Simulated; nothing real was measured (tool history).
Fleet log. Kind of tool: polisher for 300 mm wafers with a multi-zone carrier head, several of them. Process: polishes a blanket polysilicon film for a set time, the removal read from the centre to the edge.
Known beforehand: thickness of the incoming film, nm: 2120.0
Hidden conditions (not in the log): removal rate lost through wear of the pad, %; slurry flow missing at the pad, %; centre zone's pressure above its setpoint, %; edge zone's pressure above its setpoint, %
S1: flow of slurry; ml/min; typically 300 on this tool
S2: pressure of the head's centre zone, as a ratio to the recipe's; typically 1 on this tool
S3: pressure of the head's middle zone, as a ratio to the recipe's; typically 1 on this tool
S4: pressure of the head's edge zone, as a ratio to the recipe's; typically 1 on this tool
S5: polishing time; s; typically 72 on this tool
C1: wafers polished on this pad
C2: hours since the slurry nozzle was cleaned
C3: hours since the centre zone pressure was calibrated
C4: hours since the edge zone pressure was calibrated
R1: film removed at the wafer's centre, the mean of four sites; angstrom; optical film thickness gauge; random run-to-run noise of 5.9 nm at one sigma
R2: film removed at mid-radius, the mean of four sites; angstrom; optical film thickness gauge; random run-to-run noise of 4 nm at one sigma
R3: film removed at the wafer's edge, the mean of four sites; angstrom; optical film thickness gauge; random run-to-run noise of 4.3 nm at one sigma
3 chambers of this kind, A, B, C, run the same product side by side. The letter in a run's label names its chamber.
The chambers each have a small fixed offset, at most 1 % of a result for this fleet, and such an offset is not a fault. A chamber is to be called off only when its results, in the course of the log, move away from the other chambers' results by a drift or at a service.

run   hour   S1    S2    S3  S4  S5    C1     C2     C3      C4      R1      R2      R3
 1A    4.3  300     1     1   1  72   605  205.3    249     177  4384.3  4391.1  4429.1
       6.2  -- chamber A: worn pad replaced by a new one
 2B    9.4  300     1     1   1  72   397   67.5  326.2   452.6  4425.2  4433.5  4456.7
 3C   13.9  300     1     1   1  72   279  680.2  331.8  1239.5  4389.5  4409.1  4375.9
 4B   19.9  300     1     1   1  72   483     78  336.7   463.1  4423.5  4450.5  4441.2
 5C   27.5  300     1     1   1  72   390  693.8  345.4  1253.1  4440.1  4478.7    4390
      31.1  -- chamber B: worn pad replaced by a new one
 6A   35.1  300     1     1   1  72   237  236.1  279.8   207.8    4373  4431.8    4488
 7A   42.4  300     1     1   1  72   297  243.4  287.1   215.1  4293.2  4499.3  4489.6
 8C   46.6  300     1     1   1  72   547  712.9  364.5  1272.2    4376  4433.5  4448.1
 9B   53.3  300     1     1   1  72   182  111.4  370.1   496.5  4443.4  4373.1  4459.5
10C   57.8  300     1     1   1  72   639  724.1  375.7  1283.4  4460.7  4415.1  4424.5
11B   63.8  245   1.1     1   1  72   268  121.9  380.6     507  4816.8  4250.2  4304.6
      66.7  -- chamber C: edge zone pressure recalibrated
        69  -- chamber A: slurry nozzle cleaned
12A   71.6  245   1.1     1   1  72   536    2.6  316.3   244.3  4897.1  4367.9  4331.8
13C   77.2  245   1.1     1   1  72   798  743.5  395.1    10.5    4773  4299.1  4365.5
14B   84.5  395     1     1   1  72   438  142.6  401.3   527.7  4431.4    4502  4479.9
15A   90.4  395     1     1   1  72   690   21.4  335.1   263.1  4480.4  4685.1  4582.3
      91.5  -- chamber A: worn pad replaced by a new one
16B   98.8  395     1     1   1  72   555  156.9  415.6     542  4355.1  4549.6  4558.9
     107.8  -- chamber B: worn pad replaced by a new one
17A  108.2  300     1     1   1  72   137   39.2  352.9   280.9  4428.1  4461.7  4456.9
18C  114.3  300     1     1   1  72  1103  780.6  432.2    47.6  4363.7  4422.2    4451
19B  123.8  300     1     1   1  72   131  181.9  440.6     567  4427.7  4389.8  4445.1
20C  128.9  300     1     1   1  72  1222  795.2  446.8    62.2  4319.2  4280.3  4376.5
     135.2  -- chamber C: slurry nozzle cleaned
21A  137.3  300     1     1   1  72   375   68.3    382     310  4358.8  4444.6  4511.8
22B  143.4  375     1  1.09   1  72   292  201.5  460.2   586.6  4539.1  4893.1  4538.9
23C  152.5  375     1  1.09   1  72  1416   17.3  470.4    85.8  4255.8  4737.3  4352.8
24A  157.5  375     1  1.09   1  72   541   88.5  402.2   330.2  4469.3  5050.7  4594.6
25B  165.3  300     1     1   1  72   471  223.4  482.1   608.5  4359.6  4326.6  4408.5
26C  171.5  300     1     1   1  72  1572   36.3  489.4   104.8  4095.3  4193.5  4289.4
27A  178.6  200  1.08     1   1  72   714  109.6  423.3   351.3  4594.5  4275.8  4281.2
     185.4  -- chamber B: worn pad replaced by a new one
     185.8  -- chamber A: worn pad replaced by a new one
28C  186.2  200  1.08     1   1  72  1692     51  504.1   119.5  4316.4  3928.9  4039.3
     190.3  -- chamber B: slurry nozzle cleaned
29B  190.4  200  1.08     1   1  72    41    0.1  507.2   633.6  4616.2  4218.1    4294
30A  196.3  300     1     1   1  72    86  127.3    441     369  4321.2  4505.2    4474
31C  201.6  300     1     1   1  72  1819   66.4  519.5   134.9    4240  4221.4  4124.8
32B  206.1  245     1     1   1  72   169   15.8  522.9   649.3  4313.4  4227.7  4486.6
33A  211.8  245     1     1   1  72   213  142.8  456.5   384.5  4331.1  4391.4  4423.2
34A  219.9  245     1     1   1  72   280  150.9  464.6   392.6  4382.5  4382.4    4356
35C  226.5  300     1     1   1  72  2023   91.3  544.4   159.8  4143.9  4046.3  4175.6
36B  232.3  300     1     1   1  72   384     42  549.1   675.5  4384.9  4434.8  4445.3
     238.1  -- chamber B: edge zone pressure recalibrated
37B  238.2  300     1     1   1  72   433   47.9    555     0.2    4363  4376.2  4465.1
38C  244.1  300     1     1   1  72  2167  108.9    562   177.4  4026.9  4019.1  4125.3

Next, every chamber runs the same settings. What will each give?
39A  250.9  300  0.95   1   1  72                   ?   ?   ?
39B  250.9  300  0.95   1   1  72                   ?   ?   ?
39C  250.9  300  0.95   1   1  72                   ?   ?   ?

run      R1      R2      R3
39A  4059.2  4428.6  4501.4
39B  4111.6  4297.5  4425.8
39C  3757.6  3935.1  4048.6
